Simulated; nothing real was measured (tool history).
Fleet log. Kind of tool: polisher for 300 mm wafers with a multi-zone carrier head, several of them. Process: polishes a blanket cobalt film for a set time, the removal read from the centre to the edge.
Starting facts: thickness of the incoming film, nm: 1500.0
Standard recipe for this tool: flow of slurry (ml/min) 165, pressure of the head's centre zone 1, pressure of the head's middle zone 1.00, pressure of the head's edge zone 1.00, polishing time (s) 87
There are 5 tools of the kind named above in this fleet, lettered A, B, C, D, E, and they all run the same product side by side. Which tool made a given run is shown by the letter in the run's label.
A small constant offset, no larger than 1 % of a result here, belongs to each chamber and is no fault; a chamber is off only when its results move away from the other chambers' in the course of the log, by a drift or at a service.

run	hour	flow of slurry (ml/min)	pressure of the head's centre zone	pressure of the head's middle zone	pressure of the head's edge zone	polishing time (s)	film removed at the wafer's centre (angstrom)	film removed at mid-radius (angstrom)	film removed at the wafer's edge (angstrom)
1B	3.7	165	1	1.00	1.00	87	4692.5	4715.9	4784.8
2C	6.8	165	1	1.00	1.00	87	4766.9	4709.1	4738.8
3A	9.1	165	1	1.00	1.00	87	4788.1	4748.6	4713.7
# hour 12.4: chamber E: worn pad replaced by a new one
4D	13.5	165	1	1.00	1.00	87	4747.1	4547.5	4630.1
5E	17.0	165	1	1.00	1.00	87	4699.7	4681.1	4792.9
6B	21.4	165	1	1.00	1.00	87	4739.7	4793.1	4617.6
7E	26.2	165	1	1.00	1.00	87	4589.4	4687.3	4771.5
8C	29.2	165	1	1.00	1.00	87	4668.3	4656.9	4749.9
9D	33.4	165	1	1.00	1.00	87	4653.4	4599.0	4630.9
10A	35.5	165	1	1.00	1.00	87	4723.2	4724.1	4581.2
11A	37.8	165	1	1.00	1.00	87	4761.8	4748.4	4535.9
12C	41.1	165	1	1.00	1.00	87	4773.6	4588.7	4688.3
# hour 42.7: chamber B: worn pad replaced by a new one
13D	43.6	165	1	1.00	1.00	87	4772.3	4678.3	4615.3
14B	47.9	165	1	1.00	1.00	87	4668.5	4690.6	4639.9
15E	51.2	165	1	1.00	1.00	87	4740.9	4702.9	4649.7
16C	54.9	165	1	1.00	1.00	87	4721.1	4706.3	4691.5
17A	57.8	165	1	1.00	1.00	87	4630.6	4766.7	4634.3
# hour 58.5: chamber C: worn pad replaced by a new one
# hour 58.5: chamber A: edge zone pressure recalibrated
18B	60.6	165	1	1.00	1.00	87	4641.3	4741.2	4685.4
# hour 64.8: chamber A: worn pad replaced by a new one
19E	65.3	165	1	1.00	1.00	87	4719.9	4747.8	4749.4
20D	67.6	165	1	1.00	1.00	87	4716.1	4653.3	4654.1
21C	71.9	165	1	1.00	1.00	87	4706.4	4661.0	4716.5
22E	75.7	165	1	1.00	1.00	87	4699.3	4805.5	4661.3
23B	79.8	165	1	1.00	1.00	87	4785.3	4767.5	4693.8
24A	84.4	165	1	1.06	1.00	98	5215.0	5670.4	5182.7
# hour 87.4: chamber A: centre zone pressure recalibrated
25D	87.6	165	1	1.06	1.00	98	5373.7	5512.8	5275.1
26A	91.1	165	1	1.06	1.00	98	4922.6	5538.1	5196.7
27D	95.3	165	1	1.06	1.00	98	5242.4	5562.0	5223.8
28B	100.0	165	1	1.06	1.00	98	5239.4	5572.8	5203.9
29E	104.2	165	1	1.00	1.00	87	4681.6	4853.6	4627.5
30C	106.9	165	1	1.00	1.00	87	4722.4	4738.8	4676.1
31D	109.4	165	1	1.00	1.00	87	4695.2	4629.1	4632.2
32C	111.9	165	1	1.00	1.00	87	4719.9	4640.0	4772.1
# hour 115.8: chamber E: worn pad replaced by a new one
33B	116.6	165	1	1.00	1.00	87	4676.6	4709.7	4685.6
34E	120.7	165	1	1.00	1.00	87	4614.8	4774.6	4627.3
35A	125.7	165	1	1.00	1.00	87	4396.8	4714.9	4659.0
36B	130.4	165	1	1.00	1.00	87	4657.3	4686.0	4694.3
37A	134.6	165	1	1.00	1.00	87	4336.6	4845.5	4629.5

Decide between three cases: one chamber stands off from its peers, the gauge reading all wafers drifts, or nothing is wrong past each chamber's small offset. Where a chamber is off, say which and what most likely put it there.

After it was serviced, chamber A no longer matches the other chambers.
Likeliest cause: centre zone's pressure below its setpoint, % = 6.66.

Chamber A could run next with any of the 4 candidate recipes listed below; each alters the usual settings, and their results appear as question marks. Which one brings its results back in line with what the other chambers deliver on the usual settings?
Maximum distance from the other chambers' mean on the usual settings for a result to count as in line: film removed at the wafer's centre (angstrom) 180.0; film removed at mid-radius (angstrom) 170.0; film removed at the wafer's edge (angstrom) 240.0
38A-1	138.2	170	1.11	0.96	0.98	88	?	?	?
38A-2	138.2	160	0.89	1.04	1.02	86	?	?	?
38A-3	138.2	160	0.94	1.02	1.01	86	?	?	?
38A-4	138.2	170	1.06	0.98	0.99	88	?	?	?

The other chambers' mean on the usual settings: film removed at the wafer's centre (angstrom) 4695.1; film removed at mid-radius (angstrom) 4687.3; film removed at the wafer's edge (angstrom) 4696.3
run	film removed at the wafer's centre (angstrom)	film removed at mid-radius (angstrom)	film removed at the wafer's edge (angstrom)
38A-1	5001.5	4655.3	4731.7
38A-2	3785.6	4849.5	4681.9
38A-3	4022.9	4762.5	4658.6
38A-4	4756.0	4745.0	4755.9
38A-4 puts the chamber back in line with the other chambers.
